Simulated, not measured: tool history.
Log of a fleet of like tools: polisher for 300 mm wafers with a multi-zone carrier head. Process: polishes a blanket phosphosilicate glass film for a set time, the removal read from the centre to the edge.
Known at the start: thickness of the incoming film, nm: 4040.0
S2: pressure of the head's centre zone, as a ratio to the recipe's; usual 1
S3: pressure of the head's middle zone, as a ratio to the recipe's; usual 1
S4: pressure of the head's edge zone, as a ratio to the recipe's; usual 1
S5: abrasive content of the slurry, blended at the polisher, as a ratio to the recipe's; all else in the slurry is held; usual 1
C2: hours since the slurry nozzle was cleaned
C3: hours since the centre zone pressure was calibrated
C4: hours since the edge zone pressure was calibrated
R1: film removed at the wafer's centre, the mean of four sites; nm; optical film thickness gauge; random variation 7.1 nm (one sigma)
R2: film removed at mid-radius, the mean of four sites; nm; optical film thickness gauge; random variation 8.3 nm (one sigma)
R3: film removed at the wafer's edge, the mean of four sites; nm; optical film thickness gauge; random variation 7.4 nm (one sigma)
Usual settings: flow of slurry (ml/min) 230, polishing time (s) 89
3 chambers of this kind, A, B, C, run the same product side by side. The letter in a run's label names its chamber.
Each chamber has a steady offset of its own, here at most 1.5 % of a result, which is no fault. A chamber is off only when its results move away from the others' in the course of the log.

{"hour": 8.4, "done": "chamber B: worn pad replaced by a new one"}
{"hour": 8.9, "done": "chamber C: worn pad replaced by a new one"}
{"run": "1A", "hour": 13.1, "flow of slurry (ml/min)": 230, "S2": 1, "S3": 1, "S4": 1, "S5": 1, "polishing time (s)": 89, "wafers polished on this pad": 846, "C2": 44.4, "C3": 926.8, "C4": 330.3, "R1": 967.71, "R2": 946.07, "R3": 978.3}
{"run": "2C", "hour": 23.1, "flow of slurry (ml/min)": 230, "S2": 1, "S3": 1, "S4": 1, "S5": 1, "polishing time (s)": 89, "wafers polished on this pad": 115, "C2": 744.2, "C3": 765.2, "C4": 470.9, "R1": 958.83, "R2": 956.95, "R3": 963.36}
{"run": "3B", "hour": 36.9, "flow of slurry (ml/min)": 230, "S2": 1, "S3": 1, "S4": 1, "S5": 1, "polishing time (s)": 89, "wafers polished on this pad": 232, "C2": 94.8, "C3": 1026.5, "C4": 66.5, "R1": 954.33, "R2": 953.82, "R3": 956.07}
{"run": "4C", "hour": 45.0, "flow of slurry (ml/min)": 230, "S2": 1, "S3": 1, "S4": 1, "S5": 1, "polishing time (s)": 89, "wafers polished on this pad": 294, "C2": 766.1, "C3": 787.1, "C4": 492.8, "R1": 951.45, "R2": 956.69, "R3": 952.6}
{"run": "5B", "hour": 55.6, "flow of slurry (ml/min)": 230, "S2": 1, "S3": 1, "S4": 1, "S5": 1, "polishing time (s)": 89, "wafers polished on this pad": 384, "C2": 113.5, "C3": 1045.2, "C4": 85.2, "R1": 941.03, "R2": 949.53, "R3": 971.45}
{"run": "6A", "hour": 64.1, "flow of slurry (ml/min)": 230, "S2": 1, "S3": 1, "S4": 1, "S5": 1, "polishing time (s)": 89, "wafers polished on this pad": 1261, "C2": 95.4, "C3": 977.8, "C4": 381.3, "R1": 965.6, "R2": 942.53, "R3": 960.71}
{"hour": 70.6, "done": "chamber A: centre zone pressure recalibrated"}
{"run": "7B", "hour": 73.8, "flow of slurry (ml/min)": 230, "S2": 1, "S3": 1, "S4": 1, "S5": 1, "polishing time (s)": 89, "wafers polished on this pad": 533, "C2": 131.7, "C3": 1063.4, "C4": 103.4, "R1": 953.21, "R2": 958.55, "R3": 964.11}
{"hour": 81.7, "done": "chamber A: edge zone pressure recalibrated"}
{"hour": 88.7, "done": "chamber B: worn pad replaced by a new one"}
{"run": "8C", "hour": 88.7, "flow of slurry (ml/min)": 230, "S2": 1, "S3": 1, "S4": 1, "S5": 1.25, "polishing time (s)": 89, "wafers polished on this pad": 650, "C2": 809.8, "C3": 830.8, "C4": 536.5, "R1": 1059.5, "R2": 1038.7, "R3": 1069.2}
{"hour": 93.5, "done": "chamber A: worn pad replaced by a new one"}
{"hour": 95.7, "done": "chamber C: slurry nozzle cleaned"}
{"run": "9A", "hour": 96.6, "flow of slurry (ml/min)": 230, "S2": 1, "S3": 1, "S4": 1, "S5": 1.25, "polishing time (s)": 89, "wafers polished on this pad": 25, "C2": 127.9, "C3": 26.1, "C4": 15, "R1": 1038.3, "R2": 1034.4, "R3": 1055.3}
{"hour": 108.6, "done": "chamber C: worn pad replaced by a new one"}
{"run": "10B", "hour": 112.1, "flow of slurry (ml/min)": 230, "S2": 1, "S3": 1, "S4": 1, "S5": 1.25, "polishing time (s)": 89, "wafers polished on this pad": 191, "C2": 170, "C3": 1101.7, "C4": 141.7, "R1": 1040.8, "R2": 1057.8, "R3": 1045.6}
{"run": "11A", "hour": 123.4, "flow of slurry (ml/min)": 230, "S2": 1, "S3": 1, "S4": 1, "S5": 1, "polishing time (s)": 67, "wafers polished on this pad": 244, "C2": 154.7, "C3": 52.9, "C4": 41.8, "R1": 709.49, "R2": 717.48, "R3": 728.74}
{"hour": 128.6, "done": "chamber B: slurry nozzle cleaned"}
{"run": "12C", "hour": 135.9, "flow of slurry (ml/min)": 230, "S2": 1, "S3": 1, "S4": 1, "S5": 1, "polishing time (s)": 67, "wafers polished on this pad": 222, "C2": 40.3, "C3": 878, "C4": 583.7, "R1": 712.42, "R2": 710.13, "R3": 724.08}
{"run": "13C", "hour": 149.6, "flow of slurry (ml/min)": 230, "S2": 1, "S3": 1, "S4": 1, "S5": 1, "polishing time (s)": 67, "wafers polished on this pad": 334, "C2": 54, "C3": 891.7, "C4": 597.4, "R1": 721.21, "R2": 721.99, "R3": 714.53}
{"run": "14A", "hour": 158.6, "flow of slurry (ml/min)": 230, "S2": 1, "S3": 1, "S4": 1, "S5": 1, "polishing time (s)": 89, "wafers polished on this pad": 531, "C2": 189.9, "C3": 88.1, "C4": 77, "R1": 946.65, "R2": 932.35, "R3": 972.85}
{"hour": 168.2, "done": "chamber B: worn pad replaced by a new one"}
{"run": "15B", "hour": 174.9, "flow of slurry (ml/min)": 230, "S2": 1, "S3": 1, "S4": 1, "S5": 1, "polishing time (s)": 89, "wafers polished on this pad": 54, "C2": 46.3, "C3": 1164.5, "C4": 204.5, "R1": 932.18, "R2": 947.44, "R3": 961.68}
{"run": "16C", "hour": 183.2, "flow of slurry (ml/min)": 230, "S2": 1, "S3": 1, "S4": 1, "S5": 1, "polishing time (s)": 89, "wafers polished on this pad": 608, "C2": 87.6, "C3": 925.3, "C4": 631, "R1": 958.39, "R2": 945.2, "R3": 960.97}
{"run": "17A", "hour": 194.2, "flow of slurry (ml/min)": 230, "S2": 1, "S3": 1, "S4": 1, "S5": 1, "polishing time (s)": 89, "wafers polished on this pad": 821, "C2": 225.5, "C3": 123.7, "C4": 112.6, "R1": 955.9, "R2": 942.77, "R3": 974.08}
{"hour": 202.8, "done": "chamber C: worn pad replaced by a new one"}
{"run": "18B", "hour": 203.0, "flow of slurry (ml/min)": 230, "S2": 1, "S3": 1, "S4": 1, "S5": 1, "polishing time (s)": 89, "wafers polished on this pad": 283, "C2": 74.4, "C3": 1192.6, "C4": 232.6, "R1": 940.78, "R2": 958.05, "R3": 961.95}
{"run": "19C", "hour": 218.7, "flow of slurry (ml/min)": 230, "S2": 1, "S3": 1, "S4": 1, "S5": 1, "polishing time (s)": 89, "wafers polished on this pad": 129, "C2": 123.1, "C3": 960.8, "C4": 666.5, "R1": 940.01, "R2": 959.7, "R3": 951.92}
{"run": "20A", "hour": 231.5, "flow of slurry (ml/min)": 230, "S2": 0.94, "S3": 1, "S4": 1, "S5": 1, "polishing time (s)": 89, "wafers polished on this pad": 1125, "C2": 262.8, "C3": 161, "C4": 149.9, "R1": 891.67, "R2": 956.8, "R3": 961.89}
{"hour": 236.4, "done": "chamber B: centre zone pressure recalibrated"}
{"run": "21B", "hour": 238.7, "flow of slurry (ml/min)": 230, "S2": 0.94, "S3": 1, "S4": 1, "S5": 1, "polishing time (s)": 89, "wafers polished on this pad": 574, "C2": 110.1, "C3": 2.3, "C4": 268.3, "R1": 881.16, "R2": 958.41, "R3": 953.94}
{"hour": 244.9, "done": "chamber A: worn pad replaced by a new one"}
{"run": "22A", "hour": 249.3, "flow of slurry (ml/min)": 230, "S2": 0.94, "S3": 1, "S4": 1, "S5": 1, "polishing time (s)": 89, "wafers polished on this pad": 36, "C2": 280.6, "C3": 178.8, "C4": 167.7, "R1": 887.42, "R2": 941.86, "R3": 962.53}
{"hour": 264.1, "done": "chamber B: worn pad replaced by a new one"}
{"run": "23C", "hour": 265.6, "flow of slurry (ml/min)": 230, "S2": 1, "S3": 1, "S4": 1, "S5": 1, "polishing time (s)": 89, "wafers polished on this pad": 512, "C2": 170, "C3": 1007.7, "C4": 713.4, "R1": 949.41, "R2": 963.87, "R3": 966.53}
{"run": "24B", "hour": 276.0, "flow of slurry (ml/min)": 230, "S2": 1, "S3": 1, "S4": 1, "S5": 1, "polishing time (s)": 89, "wafers polished on this pad": 97, "C2": 147.4, "C3": 39.6, "C4": 305.6, "R1": 955.24, "R2": 960.6, "R3": 952.41}
{"hour": 283.1, "done": "chamber C: worn pad replaced by a new one"}
{"run": "25A", "hour": 284.1, "flow of slurry (ml/min)": 230, "S2": 1, "S3": 1, "S4": 1, "S5": 1, "polishing time (s)": 89, "wafers polished on this pad": 319, "C2": 315.4, "C3": 213.6, "C4": 202.5, "R1": 960.35, "R2": 955.48, "R3": 977.26}
{"run": "26C", "hour": 299.6, "flow of slurry (ml/min)": 230, "S2": 1, "S3": 1, "S4": 1, "S5": 1, "polishing time (s)": 89, "wafers polished on this pad": 134, "C2": 204, "C3": 1041.7, "C4": 747.4, "R1": 948.8, "R2": 950.55, "R3": 969.85}
{"hour": 305.3, "done": "chamber B: slurry nozzle cleaned"}
{"run": "27B", "hour": 308.3, "flow of slurry (ml/min)": 230, "S2": 1, "S3": 1, "S4": 1, "S5": 1, "polishing time (s)": 89, "wafers polished on this pad": 360, "C2": 3, "C3": 71.9, "C4": 337.9, "R1": 955.5, "R2": 955.59, "R3": 937.45}
{"run": "28A", "hour": 315.5, "flow of slurry (ml/min)": 230, "S2": 1, "S3": 1, "S4": 1, "S5": 1, "polishing time (s)": 89, "wafers polished on this pad": 575, "C2": 346.8, "C3": 245, "C4": 233.9, "R1": 950.24, "R2": 962.15, "R3": 979.43}
{"run": "29B", "hour": 326.1, "flow of slurry (ml/min)": 230, "S2": 1, "S3": 1, "S4": 1.04, "S5": 1, "polishing time (s)": 89, "wafers polished on this pad": 505, "C2": 20.8, "C3": 89.7, "C4": 355.7, "R1": 943.63, "R2": 960.14, "R3": 979.42}
{"run": "30C", "hour": 340.7, "flow of slurry (ml/min)": 230, "S2": 1, "S3": 1, "S4": 1.04, "S5": 1, "polishing time (s)": 89, "wafers polished on this pad": 469, "C2": 245.1, "C3": 1082.8, "C4": 788.5, "R1": 948.13, "R2": 953.25, "R3": 981.53}
{"hour": 346.6, "done": "chamber B: worn pad replaced by a new one"}
{"run": "31A", "hour": 348.8, "flow of slurry (ml/min)": 230, "S2": 1, "S3": 1, "S4": 1.04, "S5": 1, "polishing time (s)": 89, "wafers polished on this pad": 847, "C2": 380.1, "C3": 278.3, "C4": 267.2, "R1": 956.96, "R2": 954.7, "R3": 992.39}
{"run": "32B", "hour": 359.4, "flow of slurry (ml/min)": 230, "S2": 1, "S3": 1, "S4": 1, "S5": 1, "polishing time (s)": 89, "wafers polished on this pad": 105, "C2": 54.1, "C3": 123, "C4": 389, "R1": 951.23, "R2": 948.3, "R3": 950.84}
{"run": "33C", "hour": 373.1, "flow of slurry (ml/min)": 230, "S2": 1, "S3": 1, "S4": 1, "S5": 1.3, "polishing time (s)": 89, "wafers polished on this pad": 733, "C2": 277.5, "C3": 1115.2, "C4": 820.9, "R1": 1076, "R2": 1056.9, "R3": 1075.8}
{"hour": 378.7, "done": "chamber C: worn pad replaced by a new one"}
{"run": "34A", "hour": 381.1, "flow of slurry (ml/min)": 230, "S2": 1, "S3": 1, "S4": 1, "S5": 1.3, "polishing time (s)": 89, "wafers polished on this pad": 1110, "C2": 412.4, "C3": 310.6, "C4": 299.5, "R1": 1067.1, "R2": 1045, "R3": 1090}
{"run": "35C", "hour": 390.5, "flow of slurry (ml/min)": 230, "S2": 1, "S3": 1, "S4": 1, "S5": 1.3, "polishing time (s)": 89, "wafers polished on this pad": 96, "C2": 294.9, "C3": 1132.6, "C4": 838.3, "R1": 1069.1, "R2": 1055.4, "R3": 1085.7}

All 3 chambers run these settings next. Forecast each chamber's results:
{"run": "36A", "hour": 402.2, "flow of slurry (ml/min)": 200, "S2": 1, "S3": 1, "S4": 1, "S5": 1, "polishing time (s)": 89, "R1": "?", "R2": "?", "R3": "?"}
{"run": "36B", "hour": 402.2, "flow of slurry (ml/min)": 200, "S2": 1, "S3": 1, "S4": 1, "S5": 1, "polishing time (s)": 89, "R1": "?", "R2": "?", "R3": "?"}
{"run": "36C", "hour": 402.2, "flow of slurry (ml/min)": 200, "S2": 1, "S3": 1, "S4": 1, "S5": 1, "polishing time (s)": 89, "R1": "?", "R2": "?", "R3": "?"}

run=36A R1=937.47 R2=943.87 R3=969.64
run=36B R1=935.96 R2=953.73 R3=942.82
run=36C R1=938.53 R2=943.36 R3=962.05

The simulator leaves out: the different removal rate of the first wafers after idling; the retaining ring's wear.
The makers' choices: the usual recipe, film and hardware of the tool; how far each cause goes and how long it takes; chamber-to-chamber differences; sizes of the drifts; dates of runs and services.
